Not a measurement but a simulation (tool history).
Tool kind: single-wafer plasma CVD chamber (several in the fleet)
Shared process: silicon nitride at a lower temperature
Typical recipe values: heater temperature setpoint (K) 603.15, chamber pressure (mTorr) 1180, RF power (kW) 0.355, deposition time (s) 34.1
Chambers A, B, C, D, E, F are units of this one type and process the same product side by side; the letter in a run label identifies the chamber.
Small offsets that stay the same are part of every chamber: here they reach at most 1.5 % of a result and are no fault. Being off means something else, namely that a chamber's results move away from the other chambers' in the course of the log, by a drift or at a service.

| run | hour | heater temperature setpoint (K) | chamber pressure (mTorr) | RF power (kW) | deposition time (s) | read-back reference wafer on the same gauge, thickness_nm | mean film thickness on the monitor wafer (angstrom) |
|---|---|---|---|---|---|---|---|
| 1D | 7.8 | 603.15 | 1180 | 0.355 | 34.1 | 36.276 | 412.75 |
| 2F | 19.9 | 603.15 | 1180 | 0.355 | 34.1 | 36.287 | 413.28 |
| 3C | 27.4 | 603.15 | 1180 | 0.355 | 34.1 | 36.311 | 417.25 |
| 4B | 33.9 | 603.15 | 1180 | 0.355 | 34.1 | 36.283 | 407.45 |
| 5A | 47.3 | 603.15 | 1180 | 0.355 | 34.1 | 36.281 | 412.84 |
| 6E | 59.8 | 603.15 | 1180 | 0.355 | 34.1 | 36.321 | 412.26 |
| 7E | 65.9 | 603.15 | 1180 | 0.355 | 34.1 | 36.293 | 413.53 |
| 8A | 74.4 | 603.15 | 1450 | 0.315 | 34.1 | 36.302 | 406.44 |
| 9D | 85.6 | 603.15 | 1450 | 0.315 | 34.1 | 36.313 | 404.69 |
| 10F | 95.2 | 603.15 | 1450 | 0.315 | 34.1 | 36.277 | 406.41 |
|  | 104.0 | chamber F: RF generator calibrated |
| 11C | 107.1 | 603.15 | 1450 | 0.315 | 34.1 | 36.267 | 411.72 |
| 12B | 116.4 | 603.15 | 1450 | 0.315 | 34.1 | 36.280 | 399.20 |
| 13E | 127.9 | 603.15 | 1450 | 0.315 | 34.1 | 36.270 | 405.21 |
|  | 133.2 | chamber B: capacitance manometer re-zeroed and calibrated |
| 14D | 135.0 | 603.15 | 1180 | 0.355 | 34.1 | 36.315 | 410.76 |
|  | 139.1 | chamber D: thermocouple changed; heater temperature recalibrated |
| 15B | 141.3 | 603.15 | 1180 | 0.355 | 34.1 | 36.306 | 407.10 |
| 16F | 153.2 | 603.15 | 1180 | 0.355 | 34.1 | 36.310 | 412.24 |
| 17C | 164.2 | 603.15 | 1180 | 0.355 | 34.1 | 36.277 | 419.81 |
| 18A | 170.9 | 603.15 | 1180 | 0.355 | 34.1 | 36.285 | 413.86 |
| 19F | 183.3 | 603.15 | 1180 | 0.355 | 34.1 | 36.314 | 410.88 |
| 20B | 196.3 | 603.15 | 1180 | 0.355 | 34.1 | 36.317 | 406.18 |
| 21C | 208.2 | 603.15 | 1180 | 0.355 | 34.1 | 36.320 | 416.43 |
| 22D | 214.6 | 603.15 | 1180 | 0.355 | 34.1 | 36.301 | 413.41 |
| 23E | 227.3 | 603.15 | 1180 | 0.355 | 34.1 | 36.316 | 412.41 |
| 24A | 238.4 | 603.15 | 1180 | 0.355 | 34.1 | 36.303 | 411.30 |
|  | 246.4 | chamber D: capacitance manometer re-zeroed and calibrated |
| 25E | 251.3 | 603.15 | 1180 | 0.355 | 34.1 | 36.292 | 413.21 |
| 26D | 257.8 | 603.15 | 1180 | 0.355 | 34.1 | 36.280 | 414.21 |
| 27C | 267.6 | 603.15 | 1180 | 0.355 | 34.1 | 36.306 | 416.85 |
| 28B | 275.3 | 603.15 | 990 | 0.355 | 34.1 | 36.280 | 386.12 |
|  | 275.8 | chamber A: RF generator calibrated |
|  | 279.6 | chamber E: capacitance manometer re-zeroed and calibrated |
| 29F | 288.3 | 603.15 | 990 | 0.355 | 34.1 | 36.281 | 390.27 |
|  | 298.8 | chamber F: thermocouple changed; heater temperature recalibrated |
| 30A | 299.4 | 603.15 | 990 | 0.355 | 34.1 | 36.322 | 391.30 |
| 31F | 306.9 | 603.15 | 990 | 0.355 | 34.1 | 36.290 | 391.49 |
| 32D | 313.4 | 603.15 | 990 | 0.355 | 34.1 | 36.271 | 391.23 |
|  | 320.4 | chamber A: capacitance manometer re-zeroed and calibrated |
| 33B | 326.3 | 603.15 | 990 | 0.355 | 34.1 | 36.300 | 386.76 |
| 34C | 336.0 | 603.15 | 1180 | 0.355 | 34.1 | 36.281 | 418.50 |
| 35A | 343.0 | 603.15 | 1180 | 0.355 | 34.1 | 36.306 | 412.70 |
| 36E | 351.2 | 603.15 | 1180 | 0.355 | 34.1 | 36.303 | 413.42 |
| 37A | 362.3 | 603.15 | 1180 | 0.355 | 34.1 | 36.287 | 410.18 |
| 38B | 370.1 | 603.15 | 1180 | 0.355 | 34.1 | 36.273 | 406.60 |
| 39F | 377.3 | 603.15 | 1180 | 0.355 | 30.8 | 36.299 | 370.82 |

Is one chamber out of step, is the gauge drifting, or do the chambers differ by no more than their own small offsets? For an off chamber, give its letter and the likeliest cause.

Neither any chamber nor the gauge drifts; the chambers differ only by their own small, steady offsets.
